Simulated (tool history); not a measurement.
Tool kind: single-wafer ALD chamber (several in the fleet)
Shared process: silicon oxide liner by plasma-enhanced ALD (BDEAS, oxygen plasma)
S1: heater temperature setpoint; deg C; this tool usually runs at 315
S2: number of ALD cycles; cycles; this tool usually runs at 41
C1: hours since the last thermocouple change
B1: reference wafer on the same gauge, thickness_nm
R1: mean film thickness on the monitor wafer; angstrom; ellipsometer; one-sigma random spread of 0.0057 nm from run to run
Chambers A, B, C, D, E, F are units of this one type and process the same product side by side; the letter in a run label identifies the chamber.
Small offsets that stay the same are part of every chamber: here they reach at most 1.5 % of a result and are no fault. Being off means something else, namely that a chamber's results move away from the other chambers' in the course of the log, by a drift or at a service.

run 1F hour=9.4 | S1=315 S2=41 | C1=743.0 | B1=3.3982 | R1=37.144
run 2E hour=15.7 | S1=315 S2=41 | C1=166.0 | B1=3.3990 | R1=37.517
run 3D hour=20.5 | S1=315 S2=41 | C1=1074.8 | B1=3.3983 | R1=37.465
run 4C hour=26.9 | S1=315 S2=41 | C1=743.1 | B1=3.3982 | R1=36.709
run 5B hour=36.2 | S1=315 S2=41 | C1=508.6 | B1=3.3988 | R1=36.894
run 6A hour=44.0 | S1=324 S2=41 | C1=755.2 | B1=3.3984 | R1=36.808
run 7B hour=54.0 | S1=324 S2=41 | C1=526.4 | B1=3.3956 | R1=36.335
run 8F hour=63.6 | S1=324 S2=41 | C1=797.2 | B1=3.3955 | R1=36.623
run 9E hour=72.8 | S1=324 S2=41 | C1=223.1 | B1=3.3959 | R1=37.127
run 10A hour=79.6 | S1=324 S2=41 | C1=790.8 | B1=3.3964 | R1=36.879
run 11C hour=84.4 | S1=324 S2=41 | C1=800.6 | B1=3.3946 | R1=36.300
run 12D hour=95.3 | S1=315 S2=41 | C1=1149.6 | B1=3.3962 | R1=37.493
run 13F hour=102.6 | S1=315 S2=41 | C1=836.2 | B1=3.3950 | R1=37.072
run 14E hour=110.4 | S1=315 S2=41 | C1=260.7 | B1=3.3924 | R1=37.529
run 15A hour=116.5 | S1=315 S2=41 | C1=827.7 | B1=3.3934 | R1=37.313
run 16C hour=122.2 | S1=302 S2=47 | C1=838.4 | B1=3.3912 | R1=42.894
run 17D hour=130.7 | S1=302 S2=47 | C1=1185.0 | B1=3.3921 | R1=43.735
run 18B hour=135.8 | S1=302 S2=47 | C1=608.2 | B1=3.3917 | R1=43.064
run 19A hour=142.4 | S1=302 S2=47 | C1=853.6 | B1=3.3913 | R1=43.619
run 20D hour=151.8 | S1=302 S2=47 | C1=1206.1 | B1=3.3909 | R1=43.526
run 21C hour=158.8 | S1=302 S2=47 | C1=875.0 | B1=3.3903 | R1=42.963
run 22E hour=169.9 | S1=315 S2=41 | C1=320.2 | B1=3.3902 | R1=37.447
run 23F hour=177.9 | S1=321 S2=48 | C1=911.5 | B1=3.3888 | R1=42.814
run 24B hour=188.4 | S1=321 S2=48 | C1=660.8 | B1=3.3888 | R1=42.560
run 25E hour=199.5 | S1=321 S2=48 | C1=349.8 | B1=3.3877 | R1=43.509
run 26C hour=205.7 | S1=321 S2=48 | C1=921.9 | B1=3.3881 | R1=42.629
run 27D hour=216.2 | S1=321 S2=48 | C1=1270.5 | B1=3.3881 | R1=43.230
run 28B hour=227.0 | S1=321 S2=48 | C1=699.4 | B1=3.3862 | R1=42.503
run 29F hour=232.4 | S1=315 S2=41 | C1=966.0 | B1=3.3869 | R1=36.984
run 30A hour=238.9 | S1=315 S2=34 | C1=950.1 | B1=3.3854 | R1=30.952
run 31A hour=247.2 | S1=315 S2=34 | C1=958.4 | B1=3.3860 | R1=30.848
-- hour=250.8 chamber F: thermocouple changed; heater temperature recalibrated
run 32E hour=258.1 | S1=315 S2=34 | C1=408.4 | B1=3.3861 | R1=31.032
run 33D hour=266.2 | S1=315 S2=34 | C1=1320.5 | B1=3.3849 | R1=30.937
run 34F hour=276.8 | S1=315 S2=34 | C1=26.1 | B1=3.3825 | R1=30.653
run 35C hour=285.4 | S1=315 S2=34 | C1=1001.6 | B1=3.3833 | R1=30.448
run 36B hour=290.7 | S1=315 S2=41 | C1=763.1 | B1=3.3844 | R1=36.710
run 37D hour=296.5 | S1=315 S2=41 | C1=1350.8 | B1=3.3827 | R1=37.251
run 38A hour=303.2 | S1=315 S2=41 | C1=1014.4 | B1=3.3823 | R1=37.301
run 39B hour=312.2 | S1=315 S2=41 | C1=784.6 | B1=3.3809 | R1=36.666
run 40E hour=322.7 | S1=315 S2=41 | C1=473.0 | B1=3.3808 | R1=37.439
run 41F hour=328.2 | S1=315 S2=41 | C1=77.5 | B1=3.3812 | R1=36.883
run 42C hour=338.4 | S1=315 S2=41 | C1=1054.6 | B1=3.3799 | R1=36.633
run 43E hour=346.5 | S1=315 S2=41 | C1=496.8 | B1=3.3789 | R1=37.380

Each of the 6 chambers runs these same settings next. Fill in every chamber's results:
run 44A hour=354.5 | S1=315 S2=41 | R1=?
run 44B hour=354.5 | S1=315 S2=41 | R1=?
run 44C hour=354.5 | S1=315 S2=41 | R1=?
run 44D hour=354.5 | S1=315 S2=41 | R1=?
run 44E hour=354.5 | S1=315 S2=41 | R1=?
run 44F hour=354.5 | S1=315 S2=41 | R1=?

run=44A R1=37.168
run=44B R1=36.622
run=44C R1=36.693
run=44D R1=37.193
run=44E R1=37.331
run=44F R1=36.792
